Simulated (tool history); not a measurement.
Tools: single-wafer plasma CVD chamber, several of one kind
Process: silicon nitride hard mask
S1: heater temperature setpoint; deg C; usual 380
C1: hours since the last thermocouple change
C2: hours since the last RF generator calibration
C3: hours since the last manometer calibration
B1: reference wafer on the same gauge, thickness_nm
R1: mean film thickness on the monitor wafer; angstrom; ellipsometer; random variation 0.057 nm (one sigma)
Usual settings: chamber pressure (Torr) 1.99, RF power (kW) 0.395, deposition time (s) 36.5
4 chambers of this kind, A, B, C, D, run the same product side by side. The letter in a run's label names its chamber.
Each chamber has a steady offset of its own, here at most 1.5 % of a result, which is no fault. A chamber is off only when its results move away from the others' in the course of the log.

At hour 4.5: chamber D: thermocouple changed; heater temperature recalibrated.
Run 1A, hour 9.5: usual settings; C1 2083; C2 360.9; C3 537; B1 57.12. Result: R1 542.18 angstrom.
Run 2B, hour 14.5: usual settings; C1 1663.9; C2 320; C3 2591.2; B1 57.115. Result: R1 535.01 angstrom.
Run 3C, hour 24.7: usual settings; C1 964.2; C2 1111.4; C3 274.2; B1 57.117. Result: R1 535.11 angstrom.
Run 4D, hour 29.5: usual settings; C1 25.1; C2 1069.2; C3 698.3; B1 57.122. Result: R1 533.26 angstrom.
Run 5B, hour 34.8: usual settings but chamber pressure (Torr) 2.4, deposition time (s) 29.6; C1 1684.2; C2 340.3; C3 2611.5; B1 57.127. Result: R1 457.12 angstrom.
Run 6D, hour 40.7: usual settings but chamber pressure (Torr) 2.4, deposition time (s) 29.6; C1 36.3; C2 1080.4; C3 709.5; B1 57.144. Result: R1 453.55 angstrom.
Run 7A, hour 48.9: usual settings but chamber pressure (Torr) 2.4, deposition time (s) 29.6; C1 2122.4; C2 400.3; C3 576.4; B1 57.152. Result: R1 463.64 angstrom.
Run 8C, hour 58.4: usual settings but chamber pressure (Torr) 2.4, deposition time (s) 29.6; C1 997.9; C2 1145.1; C3 307.9; B1 57.159. Result: R1 456.23 angstrom.
Run 9D, hour 63: usual settings; C1 58.6; C2 1102.7; C3 731.8; B1 57.176. Result: R1 532.3 angstrom.
Run 10B, hour 69.6: usual settings; C1 1719; C2 375.1; C3 2646.3; B1 57.17. Result: R1 536.02 angstrom.
Run 11C, hour 77: usual settings; C1 1016.5; C2 1163.7; C3 326.5; B1 57.166. Result: R1 535.5 angstrom.
Run 12A, hour 83.7: usual settings; C1 2157.2; C2 435.1; C3 611.2; B1 57.184. Result: R1 541.84 angstrom.
Run 13A, hour 89.3: usual settings; C1 2162.8; C2 440.7; C3 616.8; B1 57.196. Result: R1 542.43 angstrom.
Run 14B, hour 94.2: usual settings; C1 1743.6; C2 399.7; C3 2670.9; B1 57.19. Result: R1 534.18 angstrom.
Run 15D, hour 99: usual settings; C1 94.6; C2 1138.7; C3 767.8; B1 57.194. Result: R1 533.39 angstrom.
At hour 101.8: chamber B: thermocouple changed; heater temperature recalibrated.
Run 16C, hour 104.1: usual settings; C1 1043.6; C2 1190.8; C3 353.6; B1 57.198. Result: R1 534.09 angstrom.
Run 17A, hour 110.2: usual settings; C1 2183.7; C2 461.6; C3 637.7; B1 57.204. Result: R1 542.71 angstrom.
Run 18D, hour 117.4: usual settings; C1 113; C2 1157.1; C3 786.2; B1 57.217. Result: R1 535.06 angstrom.
Run 19B, hour 125.6: usual settings; C1 23.9; C2 431.1; C3 2702.3; B1 57.202. Result: R1 535.88 angstrom.
Run 20C, hour 134.6: usual settings; C1 1074.1; C2 1221.3; C3 384.1; B1 57.233. Result: R1 536.13 angstrom.
Run 21B, hour 140.7: usual settings; C1 39; C2 446.2; C3 2717.4; B1 57.227. Result: R1 535.37 angstrom.
Run 22A, hour 147.9: usual settings; C1 2221.4; C2 499.3; C3 675.4; B1 57.246. Result: R1 543.12 angstrom.
Run 23D, hour 156.9: usual settings; C1 152.5; C2 1196.6; C3 825.7; B1 57.242. Result: R1 532.99 angstrom.
Run 24C, hour 163.3: usual settings; C1 1102.8; C2 1250; C3 412.8; B1 57.271. Result: R1 535.74 angstrom.
Run 25A, hour 170: usual settings; C1 2243.5; C2 521.4; C3 697.5; B1 57.26. Result: R1 543.58 angstrom.
Run 26B, hour 177.9: usual settings; C1 76.2; C2 483.4; C3 2754.6; B1 57.269. Result: R1 537.42 angstrom.
Run 27C, hour 184.8: usual settings; C1 1124.3; C2 1271.5; C3 434.3; B1 57.28. Result: R1 535.3 angstrom.
Run 28D, hour 193.7: usual settings; C1 189.3; C2 1233.4; C3 862.5; B1 57.303. Result: R1 534.4 angstrom.
Run 29B, hour 198.7: usual settings; C1 97; C2 504.2; C3 2775.4; B1 57.305. Result: R1 536.96 angstrom.
Run 30A, hour 203.1: usual settings but chamber pressure (Torr) 1.83, deposition time (s) 43.4; C1 2276.6; C2 554.5; C3 730.6; B1 57.308. Result: R1 631.65 angstrom.
Run 31C, hour 213: usual settings but chamber pressure (Torr) 1.83, deposition time (s) 43.4; C1 1152.5; C2 1299.7; C3 462.5; B1 57.312. Result: R1 623.08 angstrom.
Run 32D, hour 217.5: usual settings but chamber pressure (Torr) 1.83, deposition time (s) 43.4; C1 213.1; C2 1257.2; C3 886.3; B1 57.316. Result: R1 620.7 angstrom.
Run 33B, hour 223.8: usual settings but chamber pressure (Torr) 1.83, deposition time (s) 43.4; C1 122.1; C2 529.3; C3 2800.5; B1 57.328. Result: R1 623.33 angstrom.
Run 34D, hour 231.8: usual settings; C1 227.4; C2 1271.5; C3 900.6; B1 57.344. Result: R1 533.96 angstrom.
Run 35C, hour 242: usual settings; C1 1181.5; C2 1328.7; C3 491.5; B1 57.314. Result: R1 536.61 angstrom.
Run 36A, hour 250.7: usual settings; C1 2324.2; C2 602.1; C3 778.2; B1 57.331. Result: R1 543.74 angstrom.

What goes on in this fleet: one chamber off, a drifting gauge, or nothing beyond the chambers' own small offsets? Name the chamber and the cause, if any.

The gauge drifts, so all chambers seem to drift together. No chamber is off.
Cause: gauge reads high (%) = 0.436.

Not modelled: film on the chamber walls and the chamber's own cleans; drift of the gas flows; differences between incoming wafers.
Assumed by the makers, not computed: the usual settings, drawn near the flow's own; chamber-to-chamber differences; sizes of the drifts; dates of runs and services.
